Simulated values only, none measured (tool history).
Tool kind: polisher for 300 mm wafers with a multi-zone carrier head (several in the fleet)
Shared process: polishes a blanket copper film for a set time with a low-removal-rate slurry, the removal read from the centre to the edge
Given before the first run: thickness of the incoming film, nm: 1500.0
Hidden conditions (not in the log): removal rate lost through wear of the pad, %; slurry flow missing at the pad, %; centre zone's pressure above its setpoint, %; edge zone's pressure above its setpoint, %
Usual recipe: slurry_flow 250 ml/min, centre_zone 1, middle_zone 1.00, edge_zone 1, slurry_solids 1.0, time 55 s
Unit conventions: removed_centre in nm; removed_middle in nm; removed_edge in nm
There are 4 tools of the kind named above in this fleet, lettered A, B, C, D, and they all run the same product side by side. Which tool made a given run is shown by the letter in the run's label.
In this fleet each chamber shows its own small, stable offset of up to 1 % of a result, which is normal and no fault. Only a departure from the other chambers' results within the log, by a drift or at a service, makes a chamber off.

| run | hour | slurry_flow | centre_zone | middle_zone | edge_zone | slurry_solids | time | wafers polished on this pad | hours since the slurry nozzle was cleaned | hours since the centre zone pressure was calibrated | hours since the edge zone pressure was calibrated | removed_centre | removed_middle | removed_edge |
|---|---|---|---|---|---|---|---|---|---|---|---|---|---|---|
|  | 3.5 | chamber C: centre zone pressure recalibrated |
| 1B | 10.1 | 250 | 1 | 1.00 | 1 | 1.0 | 55 | 1010 | 355.3 | 915.5 | 333.5 | 109.560 | 108.240 | 112.410 |
|  | 11.7 | chamber A: edge zone pressure recalibrated |
|  | 12.7 | chamber C: slurry nozzle cleaned |
| 2A | 21.3 | 250 | 1 | 1.00 | 1 | 1.0 | 55 | 389 | 262.5 | 485.6 | 9.7 | 107.860 | 108.850 | 108.180 |
|  | 29.5 | chamber C: edge zone pressure recalibrated |
| 3D | 31.4 | 250 | 1 | 1.00 | 1 | 1.0 | 55 | 751 | 42.8 | 558.9 | 584.0 | 109.840 | 109.730 | 109.340 |
|  | 40.8 | chamber B: worn pad replaced by a new one |
| 4C | 42.3 | 250 | 1 | 1.00 | 1 | 1.0 | 55 | 898 | 29.7 | 38.9 | 12.8 | 109.550 | 108.330 | 111.430 |
|  | 44.4 | chamber A: worn pad replaced by a new one |
| 5B | 48.5 | 250 | 1 | 1.00 | 1 | 1.0 | 55 | 98 | 393.7 | 953.9 | 371.9 | 110.720 | 108.110 | 110.520 |
| 6A | 61.4 | 250 | 1 | 0.90 | 1 | 1.0 | 55 | 216 | 302.6 | 525.7 | 49.8 | 108.260 | 99.734 | 109.950 |
| 7C | 74.1 | 250 | 1 | 0.90 | 1 | 1.0 | 55 | 1300 | 61.5 | 70.7 | 44.6 | 109.230 | 98.543 | 111.480 |
|  | 75.9 | chamber C: worn pad replaced by a new one |
| 8D | 81.6 | 250 | 1 | 0.90 | 1 | 1.0 | 55 | 1387 | 93.0 | 609.1 | 634.2 | 109.880 | 98.873 | 110.530 |
|  | 81.9 | chamber D: worn pad replaced by a new one |
| 9B | 90.1 | 250 | 1 | 0.90 | 1 | 1.0 | 55 | 625 | 435.3 | 995.5 | 413.5 | 108.430 | 99.637 | 108.750 |
| 10D | 98.6 | 250 | 1 | 1.00 | 1 | 1.0 | 55 | 211 | 110.0 | 626.1 | 651.2 | 109.930 | 109.650 | 109.690 |
|  | 100.8 | chamber A: worn pad replaced by a new one |
| 11C | 109.7 | 250 | 1 | 1.00 | 1 | 1.0 | 55 | 428 | 97.1 | 106.3 | 80.2 | 109.900 | 109.280 | 110.430 |
| 12A | 115.4 | 250 | 1 | 1.00 | 1 | 1.0 | 55 | 184 | 356.6 | 579.7 | 103.8 | 109.440 | 108.030 | 110.140 |
| 13D | 127.6 | 250 | 1 | 1.00 | 1 | 1.0 | 55 | 579 | 139.0 | 655.1 | 680.2 | 110.230 | 110.370 | 108.600 |
|  | 135.2 | chamber B: worn pad replaced by a new one |
|  | 137.0 | chamber A: slurry nozzle cleaned |
| 14C | 137.6 | 250 | 1 | 1.00 | 1 | 1.0 | 55 | 782 | 125.0 | 134.2 | 108.1 | 109.770 | 108.820 | 108.310 |
| 15A | 148.9 | 250 | 1 | 1.00 | 1 | 1.0 | 55 | 609 | 11.9 | 613.2 | 137.3 | 108.810 | 109.860 | 110.390 |
|  | 153.9 | chamber A: worn pad replaced by a new one |
| 16B | 160.3 | 250 | 1 | 1.00 | 1 | 1.0 | 55 | 318 | 505.5 | 1065.7 | 483.7 | 110.890 | 112.350 | 110.380 |
|  | 168.2 | chamber D: centre zone pressure recalibrated |
| 17A | 171.2 | 250 | 1 | 1.00 | 1 | 1.0 | 55 | 220 | 34.2 | 635.5 | 159.6 | 108.540 | 111.260 | 107.710 |
|  | 173.2 | chamber C: worn pad replaced by a new one |
|  | 177.4 | chamber D: worn pad replaced by a new one |
| 18D | 182.3 | 250 | 1 | 1.00 | 1 | 1.0 | 55 | 62 | 193.7 | 14.2 | 734.9 | 109.820 | 109.310 | 110.020 |
| 19B | 190.7 | 250 | 1 | 1.00 | 1 | 1.0 | 55 | 703 | 535.9 | 1096.1 | 514.1 | 110.000 | 107.960 | 110.540 |
| 20C | 198.8 | 250 | 1 | 1.00 | 1 | 0.8 | 55 | 325 | 186.2 | 195.4 | 169.3 | 104.410 | 103.330 | 103.540 |
|  | 205.6 | chamber A: worn pad replaced by a new one |
| 21C | 206.8 | 250 | 1 | 1.00 | 1 | 0.8 | 55 | 426 | 194.2 | 203.4 | 177.3 | 104.210 | 103.080 | 105.080 |
| 22D | 214.0 | 250 | 1 | 1.00 | 1 | 0.8 | 55 | 463 | 225.4 | 45.9 | 766.6 | 105.550 | 104.120 | 106.020 |
| 23B | 220.8 | 250 | 1 | 1.00 | 1 | 0.8 | 55 | 1085 | 566.0 | 1126.2 | 544.2 | 105.200 | 103.120 | 105.620 |
| 24A | 233.3 | 250 | 1 | 1.11 | 1 | 1.0 | 46 | 351 | 96.3 | 697.6 | 221.7 | 90.859 | 100.500 | 92.447 |

Next, every chamber runs the same settings. What will each give?
| 25A | 242.7 | 250 | 1 | 1.00 | 1 | 1.0 | 55 |  |  |  |  | ? | ? | ? |
| 25B | 242.7 | 250 | 1 | 1.00 | 1 | 1.0 | 55 |  |  |  |  | ? | ? | ? |
| 25C | 242.7 | 250 | 1 | 1.00 | 1 | 1.0 | 55 |  |  |  |  | ? | ? | ? |
| 25D | 242.7 | 250 | 1 | 1.00 | 1 | 1.0 | 55 |  |  |  |  | ? | ? | ? |

| run | removed_centre | removed_middle | removed_edge |
|---|---|---|---|
| 25A | 108.040 | 109.250 | 112.460 |
| 25B | 109.890 | 109.560 | 109.440 |
| 25C | 109.670 | 108.430 | 112.320 |
| 25D | 109.930 | 110.000 | 110.430 |
